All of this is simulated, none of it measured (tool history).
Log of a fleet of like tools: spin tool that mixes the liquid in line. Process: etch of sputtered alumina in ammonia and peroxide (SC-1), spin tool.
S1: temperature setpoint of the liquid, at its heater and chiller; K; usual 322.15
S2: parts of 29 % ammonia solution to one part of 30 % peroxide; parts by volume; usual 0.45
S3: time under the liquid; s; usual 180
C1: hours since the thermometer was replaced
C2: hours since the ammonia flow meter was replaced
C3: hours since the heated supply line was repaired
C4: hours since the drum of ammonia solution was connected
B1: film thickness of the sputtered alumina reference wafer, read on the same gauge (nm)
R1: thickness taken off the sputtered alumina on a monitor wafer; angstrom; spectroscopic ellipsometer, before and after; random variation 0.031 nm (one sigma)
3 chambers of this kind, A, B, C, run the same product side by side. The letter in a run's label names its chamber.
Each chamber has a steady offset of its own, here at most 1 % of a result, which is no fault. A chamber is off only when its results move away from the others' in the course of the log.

{"run": "1B", "day": 0.517, "S1": 322.15, "S2": 0.45, "S3": 180, "C1": 424.9, "C2": 677.2, "C3": 113.9, "C4": 903, "B1": 49.952, "R1": 68.007}
{"run": "2A", "day": 1.05, "S1": 322.15, "S2": 0.45, "S3": 180, "C1": 353.4, "C2": 98.6, "C3": 3252.8, "C4": 355.5, "B1": 49.999, "R1": 67.968}
{"run": "3C", "day": 1.508, "S1": 322.15, "S2": 0.45, "S3": 180, "C1": 3106.6, "C2": 1056.3, "C3": 755.6, "C4": 472.5, "B1": 50.024, "R1": 68.808}
{"run": "4A", "day": 1.792, "S1": 322.15, "S2": 0.45, "S3": 180, "C1": 371.2, "C2": 116.4, "C3": 3270.6, "C4": 373.3, "B1": 50.04, "R1": 67.707}
{"run": "5B", "day": 2.208, "S1": 322.15, "S2": 0.45, "S3": 180, "C1": 465.5, "C2": 717.8, "C3": 154.5, "C4": 943.6, "B1": 50.008, "R1": 68.107}
{"day": 2.496, "done": "chamber A: new drum of ammonia solution connected"}
{"run": "6C", "day": 2.617, "S1": 322.15, "S2": 0.45, "S3": 180, "C1": 3133.2, "C2": 1082.9, "C3": 782.2, "C4": 499.1, "B1": 49.973, "R1": 68.816}
{"day": 2.933, "done": "chamber B: ammonia flow meter replaced"}
{"run": "7B", "day": 3.004, "S1": 322.15, "S2": 0.35, "S3": 130, "C1": 484.6, "C2": 1.7, "C3": 173.6, "C4": 962.7, "B1": 50.01, "R1": 48.072}
{"run": "8C", "day": 3.3, "S1": 322.15, "S2": 0.35, "S3": 130, "C1": 3149.6, "C2": 1099.3, "C3": 798.6, "C4": 515.5, "B1": 49.965, "R1": 48.763}
{"day": 3.488, "done": "chamber B: new drum of ammonia solution connected"}
{"run": "9A", "day": 3.725, "S1": 322.15, "S2": 0.35, "S3": 130, "C1": 417.6, "C2": 162.8, "C3": 3317, "C4": 29.6, "B1": 49.996, "R1": 48.071}
{"day": 3.738, "done": "chamber C: heated supply line repaired"}
{"run": "10A", "day": 4.096, "S1": 322.15, "S2": 0.45, "S3": 180, "C1": 426.5, "C2": 171.7, "C3": 3325.9, "C4": 38.5, "B1": 49.964, "R1": 68.186}
{"run": "11C", "day": 4.371, "S1": 322.15, "S2": 0.45, "S3": 180, "C1": 3175.3, "C2": 1125, "C3": 15.3, "C4": 541.2, "B1": 50, "R1": 68.682}
{"run": "12B", "day": 4.675, "S1": 313.15, "S2": 0.45, "S3": 180, "C1": 524.7, "C2": 41.8, "C3": 213.7, "C4": 28.6, "B1": 50.03, "R1": 40.819}
{"run": "13B", "day": 5.079, "S1": 313.15, "S2": 0.45, "S3": 180, "C1": 534.4, "C2": 51.5, "C3": 223.4, "C4": 38.3, "B1": 49.991, "R1": 40.959}
{"run": "14A", "day": 5.342, "S1": 313.15, "S2": 0.45, "S3": 180, "C1": 456.4, "C2": 201.6, "C3": 3355.8, "C4": 68.4, "B1": 49.977, "R1": 40.487}
{"run": "15C", "day": 5.929, "S1": 322.15, "S2": 0.45, "S3": 180, "C1": 3212.7, "C2": 1162.4, "C3": 52.7, "C4": 578.6, "B1": 49.986, "R1": 69.084}
{"run": "16A", "day": 6.425, "S1": 326.15, "S2": 0.45, "S3": 180, "C1": 482.4, "C2": 227.6, "C3": 3381.8, "C4": 94.4, "B1": 49.97, "R1": 84.424}
{"run": "17C", "day": 6.996, "S1": 326.15, "S2": 0.45, "S3": 180, "C1": 3238.3, "C2": 1188, "C3": 78.3, "C4": 604.2, "B1": 50.01, "R1": 85.962}
{"run": "18B", "day": 7.304, "S1": 326.15, "S2": 0.45, "S3": 180, "C1": 587.8, "C2": 104.9, "C3": 276.8, "C4": 91.7, "B1": 49.975, "R1": 86.602}
{"day": 7.438, "done": "chamber C: new drum of ammonia solution connected"}
{"run": "19C", "day": 7.571, "S1": 322.15, "S2": 0.45, "S3": 180, "C1": 3252.1, "C2": 1201.8, "C3": 92.1, "C4": 3.3, "B1": 49.972, "R1": 68.754}
{"run": "20B", "day": 7.971, "S1": 322.15, "S2": 0.45, "S3": 270, "C1": 603.8, "C2": 120.9, "C3": 292.8, "C4": 107.7, "B1": 49.977, "R1": 105.46}
{"run": "21A", "day": 8.292, "S1": 322.15, "S2": 0.45, "S3": 270, "C1": 527.2, "C2": 272.4, "C3": 3426.6, "C4": 139.2, "B1": 50.041, "R1": 102.84}
{"day": 8.704, "done": "chamber C: thermometer replaced"}
{"run": "22C", "day": 8.854, "S1": 322.15, "S2": 0.45, "S3": 270, "C1": 3.7, "C2": 1232.6, "C3": 122.9, "C4": 34.1, "B1": 49.986, "R1": 103.38}
{"run": "23A", "day": 9.283, "S1": 322.15, "S2": 0.45, "S3": 180, "C1": 551, "C2": 296.2, "C3": 3450.4, "C4": 163, "B1": 49.997, "R1": 68.415}
{"run": "24B", "day": 9.575, "S1": 322.15, "S2": 0.45, "S3": 180, "C1": 642.3, "C2": 159.4, "C3": 331.3, "C4": 146.2, "B1": 49.941, "R1": 71.651}
{"run": "25A", "day": 10.075, "S1": 322.15, "S2": 0.45, "S3": 180, "C1": 570, "C2": 315.2, "C3": 3469.4, "C4": 182, "B1": 50.027, "R1": 68.296}

Is one chamber off against the others, does the gauge drift, or is nothing wrong? If a chamber is off, say which, and what the likeliest cause is.

Chamber B drifts away from the others.
Cause: liquid hotter than its thermometer reads (K) = 1.03.

Here are 4 candidates for chamber B's next run, each the usual settings with a change, their results left as question marks. Which one brings its results back in line with what the others give on the usual settings?
In line means no further than this from the other chambers' mean on the usual settings: R1 1.1 angstrom
{"run": "26B-1", "day": 10.5, "S1": 322.15, "S2": 0.35, "S3": 180, "R1": "?"}
{"run": "26B-2", "day": 10.5, "S1": 321.15, "S2": 0.45, "S3": 180, "R1": "?"}
{"run": "26B-3", "day": 10.5, "S1": 323.15, "S2": 0.45, "S3": 180, "R1": "?"}
{"run": "26B-4", "day": 10.5, "S1": 322.15, "S2": 0.55, "S3": 180, "R1": "?"}

The other chambers' mean on the usual settings: R1 68.421 angstrom
run=26B-1 R1=70.042
run=26B-2 R1=67.864
run=26B-3 R1=75.755
run=26B-4 R1=73.083
26B-2 brings the chamber back in line.
